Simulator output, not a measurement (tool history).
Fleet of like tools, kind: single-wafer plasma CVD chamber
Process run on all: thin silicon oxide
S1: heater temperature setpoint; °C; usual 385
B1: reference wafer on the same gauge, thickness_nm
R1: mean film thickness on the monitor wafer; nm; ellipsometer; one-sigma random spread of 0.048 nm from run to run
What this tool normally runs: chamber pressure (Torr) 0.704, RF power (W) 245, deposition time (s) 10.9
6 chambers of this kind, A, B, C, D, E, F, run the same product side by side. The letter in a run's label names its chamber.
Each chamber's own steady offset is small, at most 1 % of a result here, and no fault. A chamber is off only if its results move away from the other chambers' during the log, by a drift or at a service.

run 1C day=0.375 | S1=385 chamber_pressure_(Torr)=0.704 RF_power_(W)=245 deposition_time_(s)=10.9 | B1=13.905 | R1=16.374
run 2D day=0.588 | S1=385 chamber_pressure_(Torr)=0.704 RF_power_(W)=245 deposition_time_(s)=10.9 | B1=13.899 | R1=16.449
run 3F day=0.983 | S1=385 chamber_pressure_(Torr)=0.704 RF_power_(W)=245 deposition_time_(s)=10.9 | B1=13.895 | R1=16.215
run 4B day=1.425 | S1=385 chamber_pressure_(Torr)=0.704 RF_power_(W)=245 deposition_time_(s)=10.9 | B1=13.891 | R1=16.084
run 5A day=1.717 | S1=385 chamber_pressure_(Torr)=0.704 RF_power_(W)=245 deposition_time_(s)=10.9 | B1=13.897 | R1=16.266
run 6E day=2.133 | S1=385 chamber_pressure_(Torr)=0.704 RF_power_(W)=245 deposition_time_(s)=10.9 | B1=13.908 | R1=16.309
run 7B day=2.400 | S1=385 chamber_pressure_(Torr)=0.704 RF_power_(W)=220 deposition_time_(s)=10.9 | B1=13.903 | R1=15.408
run 8C day=2.629 | S1=385 chamber_pressure_(Torr)=0.704 RF_power_(W)=220 deposition_time_(s)=10.9 | B1=13.889 | R1=15.507
run 9A day=2.988 | S1=385 chamber_pressure_(Torr)=0.704 RF_power_(W)=220 deposition_time_(s)=10.9 | B1=13.894 | R1=15.569
run 10D day=3.308 | S1=385 chamber_pressure_(Torr)=0.704 RF_power_(W)=220 deposition_time_(s)=10.9 | B1=13.888 | R1=15.657
run 11F day=3.704 | S1=385 chamber_pressure_(Torr)=0.704 RF_power_(W)=220 deposition_time_(s)=10.9 | B1=13.904 | R1=15.439
run 12E day=3.950 | S1=385 chamber_pressure_(Torr)=0.704 RF_power_(W)=220 deposition_time_(s)=10.9 | B1=13.903 | R1=15.537
run 13B day=4.304 | S1=390 chamber_pressure_(Torr)=0.704 RF_power_(W)=245 deposition_time_(s)=10.9 | B1=13.903 | R1=16.116
run 14F day=4.588 | S1=390 chamber_pressure_(Torr)=0.704 RF_power_(W)=245 deposition_time_(s)=10.9 | B1=13.908 | R1=16.194
run 15C day=4.912 | S1=390 chamber_pressure_(Torr)=0.704 RF_power_(W)=245 deposition_time_(s)=10.9 | B1=13.903 | R1=16.297
-- day=5.004 chamber E: RF generator calibrated
run 16A day=5.179 | S1=390 chamber_pressure_(Torr)=0.704 RF_power_(W)=245 deposition_time_(s)=10.9 | B1=13.902 | R1=16.157
run 17D day=5.525 | S1=390 chamber_pressure_(Torr)=0.704 RF_power_(W)=245 deposition_time_(s)=10.9 | B1=13.895 | R1=16.205
run 18E day=5.921 | S1=390 chamber_pressure_(Torr)=0.704 RF_power_(W)=245 deposition_time_(s)=10.9 | B1=13.895 | R1=16.284
run 19E day=6.329 | S1=385 chamber_pressure_(Torr)=0.704 RF_power_(W)=245 deposition_time_(s)=10.9 | B1=13.909 | R1=16.393
run 20C day=6.617 | S1=385 chamber_pressure_(Torr)=0.704 RF_power_(W)=245 deposition_time_(s)=10.9 | B1=13.907 | R1=16.294
run 21D day=6.900 | S1=385 chamber_pressure_(Torr)=0.704 RF_power_(W)=245 deposition_time_(s)=10.9 | B1=13.902 | R1=16.392
run 22B day=7.321 | S1=385 chamber_pressure_(Torr)=0.704 RF_power_(W)=245 deposition_time_(s)=10.9 | B1=13.899 | R1=16.169
run 23A day=7.738 | S1=385 chamber_pressure_(Torr)=0.704 RF_power_(W)=245 deposition_time_(s)=10.9 | B1=13.893 | R1=16.072
-- day=7.771 chamber F: RF generator calibrated
run 24F day=8.150 | S1=385 chamber_pressure_(Torr)=0.704 RF_power_(W)=245 deposition_time_(s)=10.9 | B1=13.903 | R1=16.283
run 25C day=8.562 | S1=385 chamber_pressure_(Torr)=0.704 RF_power_(W)=245 deposition_time_(s)=10.9 | B1=13.887 | R1=16.339
run 26E day=8.862 | S1=385 chamber_pressure_(Torr)=0.704 RF_power_(W)=245 deposition_time_(s)=10.9 | B1=13.905 | R1=16.406
run 27A day=9.233 | S1=385 chamber_pressure_(Torr)=0.704 RF_power_(W)=245 deposition_time_(s)=10.9 | B1=13.901 | R1=16.010
run 28F day=9.592 | S1=385 chamber_pressure_(Torr)=0.704 RF_power_(W)=245 deposition_time_(s)=10.9 | B1=13.899 | R1=16.287
run 29B day=9.821 | S1=385 chamber_pressure_(Torr)=0.704 RF_power_(W)=245 deposition_time_(s)=10.9 | B1=13.906 | R1=16.141
run 30D day=10.050 | S1=385 chamber_pressure_(Torr)=0.704 RF_power_(W)=245 deposition_time_(s)=10.9 | B1=13.911 | R1=16.430
run 31D day=10.246 | S1=385 chamber_pressure_(Torr)=0.704 RF_power_(W)=245 deposition_time_(s)=10.9 | B1=13.896 | R1=16.352
run 32F day=10.529 | S1=385 chamber_pressure_(Torr)=0.704 RF_power_(W)=245 deposition_time_(s)=10.9 | B1=13.898 | R1=16.255
run 33E day=10.967 | S1=385 chamber_pressure_(Torr)=0.704 RF_power_(W)=245 deposition_time_(s)=10.9 | B1=13.895 | R1=16.349
run 34A day=11.167 | S1=385 chamber_pressure_(Torr)=0.704 RF_power_(W)=245 deposition_time_(s)=10.9 | B1=13.903 | R1=15.939
run 35B day=11.562 | S1=385 chamber_pressure_(Torr)=0.704 RF_power_(W)=245 deposition_time_(s)=10.9 | B1=13.894 | R1=16.101
run 36C day=11.754 | S1=385 chamber_pressure_(Torr)=0.704 RF_power_(W)=245 deposition_time_(s)=10.9 | B1=13.893 | R1=16.331

Which is it: a chamber that has drifted or been left off by a service, a gauge drift common to all chambers, or only each chamber's usual small offset? If a chamber is off, name it and its likeliest cause.

Little by little, chamber A moves away from the other chambers.
Cause: delivered RF power below the setpoint (%) = 6.43.
The log may not separate it from: true pressure below the setpoint (%).

Chamber A could run next with any of the 4 candidate recipes listed below; each alters the usual settings, and their results appear as question marks. Which one brings its results back in line with what the other chambers deliver on the usual settings?
In-line tolerance around the mean of the other chambers on the usual settings: R1 0.170 nm
run 37A-1 day=12.071 | S1=385 chamber_pressure_(Torr)=0.687 RF_power_(W)=245 deposition_time_(s)=10.9 | R1=?
run 37A-2 day=12.071 | S1=385 chamber_pressure_(Torr)=0.706 RF_power_(W)=245 deposition_time_(s)=10.9 | R1=?
run 37A-3 day=12.071 | S1=385 chamber_pressure_(Torr)=0.702 RF_power_(W)=245 deposition_time_(s)=10.9 | R1=?
run 37A-4 day=12.071 | S1=385 chamber_pressure_(Torr)=0.719 RF_power_(W)=245 deposition_time_(s)=10.9 | R1=?

Average result of the remaining chambers running the usual settings: R1 16.306 nm
run=37A-1 R1=15.507
run=37A-2 R1=15.942
run=37A-3 R1=15.850
run=37A-4 R1=16.240
Change 37A-4 lands the chamber within the allowed miss of the other chambers.
